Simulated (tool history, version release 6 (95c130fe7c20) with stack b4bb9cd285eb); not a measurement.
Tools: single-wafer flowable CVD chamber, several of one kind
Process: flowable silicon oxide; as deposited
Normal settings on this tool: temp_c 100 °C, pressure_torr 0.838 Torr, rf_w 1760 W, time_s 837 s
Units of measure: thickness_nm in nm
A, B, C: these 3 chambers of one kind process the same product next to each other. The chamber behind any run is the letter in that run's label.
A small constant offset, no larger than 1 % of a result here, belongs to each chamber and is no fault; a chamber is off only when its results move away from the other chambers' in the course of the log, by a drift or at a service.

| run | day | temp_c | pressure_torr | rf_w | time_s | read-back reference wafer on the same gauge, thickness_nm | thickness_nm |
|---|---|---|---|---|---|---|---|
| 1B | 0.362 | 100 | 0.838 | 1760 | 837 | 560.14 | 529.14 |
| 2C | 0.762 | 100 | 0.838 | 1760 | 837 | 559.70 | 528.77 |
|  | 0.850 | chamber B: RF generator calibrated |
| 3A | 1.142 | 100 | 0.838 | 1760 | 837 | 560.42 | 527.55 |
| 4C | 1.371 | 100 | 0.838 | 1760 | 837 | 560.01 | 527.07 |
| 5B | 1.775 | 100 | 0.671 | 1570 | 837 | 559.74 | 381.25 |
| 6A | 2.046 | 100 | 0.671 | 1570 | 837 | 559.82 | 382.12 |
| 7C | 2.250 | 100 | 0.671 | 1570 | 837 | 559.82 | 382.23 |
| 8B | 2.433 | 100 | 0.838 | 1760 | 837 | 560.06 | 525.12 |
| 9A | 2.633 | 100 | 0.838 | 1760 | 837 | 559.53 | 528.06 |
| 10A | 3.038 | 100 | 0.838 | 1760 | 837 | 560.12 | 529.46 |
| 11C | 3.388 | 100 | 0.838 | 1760 | 728 | 559.96 | 458.67 |
| 12B | 3.712 | 100 | 0.838 | 1760 | 728 | 559.76 | 461.64 |
| 13A | 3.954 | 100 | 0.838 | 1760 | 728 | 560.10 | 457.46 |
| 14B | 4.246 | 108 | 0.634 | 1760 | 837 | 560.35 | 279.66 |
| 15C | 4.496 | 108 | 0.634 | 1760 | 837 | 559.95 | 280.38 |
| 16A | 4.692 | 108 | 0.634 | 1760 | 837 | 560.32 | 280.06 |
| 17C | 4.912 | 100 | 0.838 | 1760 | 837 | 560.17 | 529.51 |
| 18B | 5.192 | 100 | 0.838 | 1420 | 944 | 560.25 | 558.20 |
| 19A | 5.475 | 100 | 0.838 | 1420 | 944 | 559.92 | 558.26 |
| 20B | 5.725 | 100 | 0.838 | 1420 | 944 | 560.10 | 564.30 |
| 21C | 6.067 | 100 | 0.838 | 1760 | 837 | 560.24 | 532.97 |
| 22A | 6.288 | 100 | 0.838 | 1760 | 837 | 560.66 | 522.56 |
| 23C | 6.517 | 100 | 0.838 | 1760 | 837 | 559.62 | 528.25 |
| 24B | 6.858 | 100 | 0.838 | 1760 | 837 | 559.19 | 540.16 |
| 25C | 7.233 | 100 | 0.838 | 1760 | 837 | 560.65 | 528.71 |
| 26A | 7.429 | 100 | 0.838 | 1760 | 932 | 560.53 | 586.02 |
| 27B | 7.629 | 100 | 0.838 | 1760 | 932 | 559.60 | 597.22 |
| 28B | 7.812 | 100 | 0.838 | 1760 | 932 | 559.99 | 600.02 |
| 29A | 8.067 | 100 | 0.838 | 1760 | 837 | 560.17 | 524.82 |
| 30C | 8.321 | 100 | 0.838 | 1760 | 837 | 559.74 | 532.22 |
| 31C | 8.712 | 100 | 0.838 | 1760 | 837 | 559.45 | 533.33 |
| 32B | 8.967 | 100 | 0.838 | 1760 | 837 | 559.80 | 540.20 |
| 33A | 9.150 | 100 | 0.838 | 1760 | 837 | 559.92 | 525.95 |
| 34C | 9.492 | 100 | 0.838 | 1760 | 837 | 559.55 | 528.37 |
| 35A | 9.804 | 100 | 0.838 | 1760 | 837 | 559.89 | 524.68 |
| 36B | 9.988 | 100 | 0.838 | 1760 | 837 | 559.23 | 547.80 |
| 37B | 10.342 | 100 | 0.838 | 1760 | 837 | 560.84 | 546.03 |

Has any chamber moved away from the others, gradually or after a service, or does the common gauge drift, or do the chambers differ only by their own small steady offsets? State the chamber and the most likely cause if one applies.

Chamber B drifts away from the others.
Cause: true pressure above the setpoint (%) = 3.24.
The log may not separate it from: wafer temperature below the value expected at the setpoint (K).

Which of the 4 candidates below, each the usual settings with something changed and its results left as question marks, puts chamber B back in line with what the other chambers give on the usual settings?
A result is in line if it is within this distance of the other chambers' mean on the usual settings: thickness_nm 8.10 nm
| 38B-1 | 10.629 | 101 | 0.827 | 1755 | 832 |  | ? |
| 38B-2 | 10.629 | 100 | 0.838 | 1790 | 887 |  | ? |
| 38B-3 | 10.629 | 100 | 0.838 | 1760 | 807 |  | ? |
| 38B-4 | 10.629 | 100 | 0.862 | 1765 | 837 |  | ? |

Average result of the remaining chambers running the usual settings: thickness_nm 528.08 nm
| run | thickness_nm |
|---|---|
| 38B-1 | 518.15 |
| 38B-2 | 584.55 |
| 38B-3 | 529.30 |
| 38B-4 | 568.99 |
It is 38B-3 that realigns the chamber with its peers.
